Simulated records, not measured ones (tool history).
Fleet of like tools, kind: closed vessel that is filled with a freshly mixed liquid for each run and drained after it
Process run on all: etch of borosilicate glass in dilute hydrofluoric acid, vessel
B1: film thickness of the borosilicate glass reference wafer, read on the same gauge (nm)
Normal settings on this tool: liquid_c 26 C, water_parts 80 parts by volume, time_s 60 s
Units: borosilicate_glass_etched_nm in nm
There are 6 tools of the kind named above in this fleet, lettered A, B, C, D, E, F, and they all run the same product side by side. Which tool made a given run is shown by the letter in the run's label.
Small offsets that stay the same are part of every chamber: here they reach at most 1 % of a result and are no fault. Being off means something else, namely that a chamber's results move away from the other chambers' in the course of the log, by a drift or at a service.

run 1E hour=7.1 | liquid_c=26 water_parts=80 time_s=60 | B1=150 | borosilicate_glass_etched_nm=19.169
run 2D hour=14.5 | liquid_c=26 water_parts=80 time_s=60 | B1=150.03 | borosilicate_glass_etched_nm=18.927
run 3A hour=25.6 | liquid_c=26 water_parts=80 time_s=60 | B1=149.98 | borosilicate_glass_etched_nm=19.056
-- hour=32.7 chamber D: thermometer replaced
run 4C hour=32.9 | liquid_c=26 water_parts=80 time_s=60 | B1=150 | borosilicate_glass_etched_nm=19.019
run 5B hour=41.9 | liquid_c=26 water_parts=80 time_s=60 | B1=150 | borosilicate_glass_etched_nm=18.937
run 6F hour=47.2 | liquid_c=21.5 water_parts=80 time_s=60 | B1=150.01 | borosilicate_glass_etched_nm=16.047
run 7D hour=56.2 | liquid_c=21.5 water_parts=80 time_s=60 | B1=149.97 | borosilicate_glass_etched_nm=15.901
run 8A hour=65.8 | liquid_c=21.5 water_parts=80 time_s=60 | B1=150.02 | borosilicate_glass_etched_nm=15.978
-- hour=70.4 chamber C: hydrofluoric acid flow meter replaced
run 9F hour=74.1 | liquid_c=21.5 water_parts=80 time_s=60 | B1=150.01 | borosilicate_glass_etched_nm=16.029
run 10E hour=82.5 | liquid_c=21.5 water_parts=80 time_s=60 | B1=150.02 | borosilicate_glass_etched_nm=16.173
run 11B hour=88.3 | liquid_c=21.5 water_parts=80 time_s=60 | B1=149.98 | borosilicate_glass_etched_nm=15.844
run 12C hour=94.2 | liquid_c=26 water_parts=80 time_s=60 | B1=149.97 | borosilicate_glass_etched_nm=18.99
run 13E hour=100.4 | liquid_c=26 water_parts=80 time_s=60 | B1=149.99 | borosilicate_glass_etched_nm=19.289
run 14C hour=108.6 | liquid_c=26 water_parts=80 time_s=60 | B1=150 | borosilicate_glass_etched_nm=18.832
run 15D hour=114.7 | liquid_c=26 water_parts=80 time_s=60 | B1=150.01 | borosilicate_glass_etched_nm=19.116
run 16F hour=126.6 | liquid_c=26 water_parts=80 time_s=60 | B1=150 | borosilicate_glass_etched_nm=19.084
run 17A hour=138 | liquid_c=26 water_parts=80 time_s=60 | B1=149.99 | borosilicate_glass_etched_nm=19.136
run 18B hour=145.3 | liquid_c=26 water_parts=80 time_s=30 | B1=149.98 | borosilicate_glass_etched_nm=9.4738
run 19A hour=152.3 | liquid_c=26 water_parts=80 time_s=30 | B1=150 | borosilicate_glass_etched_nm=9.5086
run 20E hour=162.1 | liquid_c=26 water_parts=80 time_s=30 | B1=149.99 | borosilicate_glass_etched_nm=9.5896
run 21B hour=170.6 | liquid_c=26 water_parts=80 time_s=30 | B1=150.02 | borosilicate_glass_etched_nm=9.4508
run 22D hour=181.7 | liquid_c=26 water_parts=80 time_s=30 | B1=149.99 | borosilicate_glass_etched_nm=9.5777
run 23C hour=189.1 | liquid_c=26 water_parts=80 time_s=30 | B1=149.99 | borosilicate_glass_etched_nm=9.5112
run 24F hour=194.8 | liquid_c=26 water_parts=80 time_s=60 | B1=150 | borosilicate_glass_etched_nm=19.236
-- hour=203.5 chamber B: hydrofluoric acid flow meter replaced
run 25F hour=206.6 | liquid_c=26 water_parts=80 time_s=60 | B1=149.99 | borosilicate_glass_etched_nm=19.32
run 26C hour=213.6 | liquid_c=26 water_parts=80 time_s=60 | B1=149.98 | borosilicate_glass_etched_nm=18.817
-- hour=220.5 chamber E: hydrofluoric acid flow meter replaced
-- hour=221.6 chamber D: hydrofluoric acid flow meter replaced
run 27D hour=224.9 | liquid_c=26 water_parts=80 time_s=60 | B1=150.03 | borosilicate_glass_etched_nm=18.954
-- hour=232.6 chamber B: thermometer replaced
run 28E hour=235.7 | liquid_c=26 water_parts=80 time_s=60 | B1=150.01 | borosilicate_glass_etched_nm=19.268
run 29B hour=242.5 | liquid_c=26 water_parts=80 time_s=60 | B1=150 | borosilicate_glass_etched_nm=19.07
run 30A hour=253.4 | liquid_c=21.5 water_parts=80 time_s=60 | B1=150 | borosilicate_glass_etched_nm=15.933
run 31A hour=261.5 | liquid_c=21.5 water_parts=80 time_s=60 | B1=149.97 | borosilicate_glass_etched_nm=16.035
run 32B hour=271.8 | liquid_c=21.5 water_parts=80 time_s=60 | B1=150.01 | borosilicate_glass_etched_nm=15.931
run 33C hour=281.9 | liquid_c=21.5 water_parts=80 time_s=60 | B1=150 | borosilicate_glass_etched_nm=15.669
run 34F hour=289.6 | liquid_c=21.5 water_parts=80 time_s=60 | B1=149.96 | borosilicate_glass_etched_nm=15.983
run 35E hour=299.4 | liquid_c=21.5 water_parts=80 time_s=60 | B1=150.01 | borosilicate_glass_etched_nm=16.048
run 36D hour=306 | liquid_c=26 water_parts=80 time_s=60 | B1=150 | borosilicate_glass_etched_nm=18.905
run 37C hour=317.8 | liquid_c=26 water_parts=80 time_s=60 | B1=149.99 | borosilicate_glass_etched_nm=18.9
run 38D hour=328.7 | liquid_c=26 water_parts=80 time_s=60 | B1=149.99 | borosilicate_glass_etched_nm=19.137
run 39F hour=334.7 | liquid_c=26 water_parts=80 time_s=60 | B1=150 | borosilicate_glass_etched_nm=19.373
run 40B hour=346.2 | liquid_c=26 water_parts=80 time_s=60 | B1=150.01 | borosilicate_glass_etched_nm=19.076
run 41E hour=351.9 | liquid_c=26 water_parts=80 time_s=60 | B1=150.01 | borosilicate_glass_etched_nm=19.233
run 42A hour=359 | liquid_c=26 water_parts=80 time_s=60 | B1=150 | borosilicate_glass_etched_nm=19.025
run 43A hour=367.7 | liquid_c=26 water_parts=90 time_s=60 | B1=149.98 | borosilicate_glass_etched_nm=16.788

Is one chamber off against the others, does the gauge drift, or is nothing wrong? If a chamber is off, say which, and what the likeliest cause is.

Neither any chamber nor the gauge drifts; the chambers differ only by their own small, steady offsets.
